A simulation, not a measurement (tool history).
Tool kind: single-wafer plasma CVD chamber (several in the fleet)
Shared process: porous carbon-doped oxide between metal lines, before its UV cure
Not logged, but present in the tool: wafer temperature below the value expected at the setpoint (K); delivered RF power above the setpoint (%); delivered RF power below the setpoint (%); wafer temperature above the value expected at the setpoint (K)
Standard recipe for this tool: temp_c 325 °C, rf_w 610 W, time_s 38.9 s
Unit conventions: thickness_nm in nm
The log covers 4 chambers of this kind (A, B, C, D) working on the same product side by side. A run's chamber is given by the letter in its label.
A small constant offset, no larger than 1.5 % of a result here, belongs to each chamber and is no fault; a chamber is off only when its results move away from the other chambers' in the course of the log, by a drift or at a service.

run	hour	temp_c	rf_w	time_s	hours since the last thermocouple change	hours since the last RF generator calibration	read-back reference wafer on the same gauge, thickness_nm	thickness_nm
1C	2.5	325	610	38.9	1145.7	1613.2	187.05	210.07
2A	6.3	325	610	38.9	1893.8	1105.6	187.16	211.74
3B	10.9	325	610	38.9	1066.5	1651.2	187.06	207.25
4D	13.5	325	610	38.9	1791.8	486.4	186.88	207.06
5C	16.6	325	700	42.5	1159.8	1627.3	186.96	250.39
6D	20.9	325	700	42.5	1799.2	493.8	186.91	248.30
7B	25.8	325	700	42.5	1081.4	1666.1	187.05	248.39
8A	28.7	325	700	42.5	1916.2	1128.0	187.06	249.96
# hour 30.3: chamber C: RF generator calibrated
9B	31.0	325	610	33.5	1086.6	1671.3	187.03	179.41
10D	35.9	325	610	33.5	1814.2	508.8	186.99	180.02
11A	40.0	325	610	33.5	1927.5	1139.3	187.17	183.91
12C	43.3	325	610	33.5	1186.5	13.0	187.05	181.36
13A	46.9	325	610	38.9	1934.4	1146.2	186.92	211.86
14B	51.5	325	610	38.9	1107.1	1691.8	186.93	205.73
15D	54.9	325	610	38.9	1833.2	527.8	187.12	208.36
16C	57.5	325	610	38.9	1200.7	27.2	187.02	210.61
17C	60.5	325	610	38.9	1203.7	30.2	187.04	209.96
18D	64.7	325	610	38.9	1843.0	537.6	186.85	208.42
19A	67.6	325	610	38.9	1955.1	1166.9	186.95	211.53
20B	69.7	325	610	38.9	1125.3	1710.0	187.02	200.50
21D	74.6	325	610	38.9	1852.9	547.5	186.90	210.48
22B	78.1	325	610	38.9	1133.7	1718.4	186.93	201.30
23A	82.2	315	610	44.2	1969.7	1181.5	187.12	252.00
24C	86.9	315	610	44.2	1230.1	56.6	187.09	250.76
25B	89.5	315	610	44.2	1145.1	1729.8	186.89	236.15
26D	92.7	315	610	44.2	1871.0	565.6	187.01	248.41
27A	95.3	325	610	38.9	1982.8	1194.6	186.98	212.95

All 4 chambers run these settings next. Forecast each chamber's results:
28A	98.8	339	610	38.9				?
28B	98.8	339	610	38.9				?
28C	98.8	339	610	38.9				?
28D	98.8	339	610	38.9				?

run	thickness_nm
28A	198.78
28B	185.33
28C	196.93
28D	196.51

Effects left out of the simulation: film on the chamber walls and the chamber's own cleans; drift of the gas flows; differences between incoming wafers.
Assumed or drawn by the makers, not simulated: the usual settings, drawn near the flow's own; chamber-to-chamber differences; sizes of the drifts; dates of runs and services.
